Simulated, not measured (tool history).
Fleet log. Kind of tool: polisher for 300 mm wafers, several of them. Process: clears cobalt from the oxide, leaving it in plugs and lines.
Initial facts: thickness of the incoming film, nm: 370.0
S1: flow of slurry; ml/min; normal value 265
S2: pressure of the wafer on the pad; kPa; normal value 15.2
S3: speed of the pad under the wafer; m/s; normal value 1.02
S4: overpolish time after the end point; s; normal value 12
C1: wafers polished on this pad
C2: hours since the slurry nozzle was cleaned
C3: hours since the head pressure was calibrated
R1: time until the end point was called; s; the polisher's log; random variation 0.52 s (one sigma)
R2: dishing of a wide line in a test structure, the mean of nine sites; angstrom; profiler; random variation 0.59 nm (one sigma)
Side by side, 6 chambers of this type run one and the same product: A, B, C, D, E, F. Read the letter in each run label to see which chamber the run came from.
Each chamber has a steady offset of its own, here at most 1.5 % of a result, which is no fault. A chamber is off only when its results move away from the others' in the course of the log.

run	day	S1	S2	S3	S4	C1	C2	C3	R1	R2
1E	0.238	265	15.2	1.02	12	939	63.3	304.5	53.922	424.93
# day 0.479: chamber B: worn pad replaced by a new one
2F	0.538	265	15.2	1.02	12	649	653.2	472.9	54.808	428.47
# day 0.762: chamber E: worn pad replaced by a new one
3B	0.975	265	15.2	1.02	12	71	724.3	219.3	54.602	431.06
# day 1.100: chamber D: worn pad replaced by a new one
# day 1.204: chamber A: worn pad replaced by a new one
4D	1.458	265	15.2	1.02	12	52	635.8	697.6	54.659	426.40
5A	1.900	265	15.2	1.02	12	100	262.9	203.8	54.327	414.67
6C	2.146	265	15.2	1.02	12	887	195.5	194.6	55.373	424.65
7B	2.433	265	15.2	1.02	12	281	759.3	254.3	54.884	429.60
# day 2.692: chamber A: slurry nozzle cleaned
8F	2.967	265	15.2	1.02	12	999	711.5	531.2	53.883	433.63
9A	3.246	265	15.2	1.02	12	293	13.3	236.1	53.389	427.01
10D	3.521	265	15.2	1.02	12	348	685.3	747.1	54.339	422.89
# day 3.808: chamber B: worn pad replaced by a new one
11E	3.946	265	15.2	1.02	12	458	152.3	393.5	53.672	424.44
# day 4.312: chamber C: worn pad replaced by a new one
12C	4.338	265	15.2	1.02	12	3	248.1	247.2	54.788	420.97
# day 4.467: chamber F: worn pad replaced by a new one
13F	4.688	265	15.2	1.14	15	32	752.8	572.5	48.831	479.26
# day 4.896: chamber D: worn pad replaced by a new one
# day 5.121: chamber D: head pressure recalibrated
14A	5.158	265	15.2	1.14	15	569	59.2	282.0	48.637	484.93
15B	5.675	265	15.2	1.14	15	268	837.1	332.1	49.319	484.19
# day 5.842: chamber A: worn pad replaced by a new one
16E	6.021	265	15.2	1.14	15	756	202.1	443.3	48.262	465.71
# day 6.329: chamber F: slurry nozzle cleaned
17D	6.558	265	15.2	1.14	15	239	758.2	34.6	48.794	488.09
18C	6.933	265	15.2	1.14	15	377	310.4	309.5	48.846	470.57
# day 6.938: chamber E: worn pad replaced by a new one
19D	7.258	265	15.2	1.02	12	340	775.0	51.4	53.298	428.87
# day 7.542: chamber B: worn pad replaced by a new one
20C	7.642	265	15.2	1.02	6	479	327.4	326.5	54.750	280.20
21F	7.925	265	15.2	1.02	6	498	38.4	650.2	55.078	285.77
# day 7.946: chamber B: slurry nozzle cleaned
22E	8.446	265	15.2	1.02	6	217	260.3	501.5	54.790	286.20
23A	8.742	265	15.2	1.02	6	417	145.2	368.0	53.677	288.45
# day 8.908: chamber D: worn pad replaced by a new one
24B	9.125	265	15.2	1.02	6	227	28.3	414.9	54.670	298.33
25A	9.408	265	15.2	1.02	6	513	161.2	384.0	53.451	281.62
26D	9.646	265	15.2	1.02	12	106	832.3	108.7	53.303	437.11
27F	10.017	265	15.2	1.02	12	799	88.6	700.4	54.075	428.02
# day 10.246: chamber A: worn pad replaced by a new one
28E	10.350	265	15.2	1.02	12	491	306.0	547.2	53.706	427.43
29B	10.704	265	15.2	1.02	12	455	66.2	452.8	54.851	437.29
30C	10.992	265	15.2	1.02	12	961	407.8	406.9	53.910	421.90
# day 11.308: chamber B: worn pad replaced by a new one
31E	11.496	265	15.2	1.02	12	656	333.5	574.7	54.473	434.91
# day 11.562: chamber D: slurry nozzle cleaned
32A	11.900	265	15.2	1.02	12	238	221.0	443.8	53.949	428.49
33B	12.429	265	15.2	1.02	12	161	107.6	494.2	54.676	424.80
# day 12.771: chamber D: worn pad replaced by a new one
# day 12.812: chamber C: worn pad replaced by a new one
34F	12.912	265	15.2	1.02	12	1215	158.1	769.9	54.533	424.71
35D	13.388	265	15.2	1.02	12	88	43.9	198.5	53.858	435.16
# day 13.496: chamber E: worn pad replaced by a new one
# day 13.654: chamber E: head pressure recalibrated
# day 13.700: chamber F: worn pad replaced by a new one
36C	13.829	265	15.2	1.02	12	146	475.9	475.0	54.758	415.16
# day 14.250: chamber A: slurry nozzle cleaned
37E	14.325	265	15.2	1.02	12	119	401.4	16.2	54.108	431.09
38A	14.821	265	15.2	1.02	12	658	13.7	513.9	53.773	425.55
# day 14.971: chamber B: worn pad replaced by a new one
# day 15.308: chamber A: worn pad replaced by a new one
39F	15.346	265	15.2	1.02	12	236	216.5	828.3	55.011	421.59
# day 15.629: chamber B: head pressure recalibrated
40B	15.738	265	15.2	1.02	12	110	187.0	2.7	55.796	426.87
41C	16.204	265	15.2	1.02	12	488	532.9	532.0	54.446	422.81
# day 16.388: chamber D: worn pad replaced by a new one
42D	16.662	265	15.2	1.02	12	39	122.5	277.1	54.661	420.63
43A	16.967	265	15.2	1.02	12	238	65.2	565.4	54.369	427.17
44F	17.354	230	11.7	1.02	12	525	264.7	876.5	71.227	373.15

The same settings go to every chamber for the next run, one line per chamber below. Forecast the results for each:
45A	17.746	175	15.2	1.02	12				?	?
45B	17.746	175	15.2	1.02	12				?	?
45C	17.746	175	15.2	1.02	12				?	?
45D	17.746	175	15.2	1.02	12				?	?
45E	17.746	175	15.2	1.02	12				?	?
45F	17.746	175	15.2	1.02	12				?	?

run	R1	R2
45A	56.928	415.08
45B	56.640	416.22
45C	58.239	404.44
45D	57.258	412.95
45E	56.065	412.80
45F	56.296	421.34
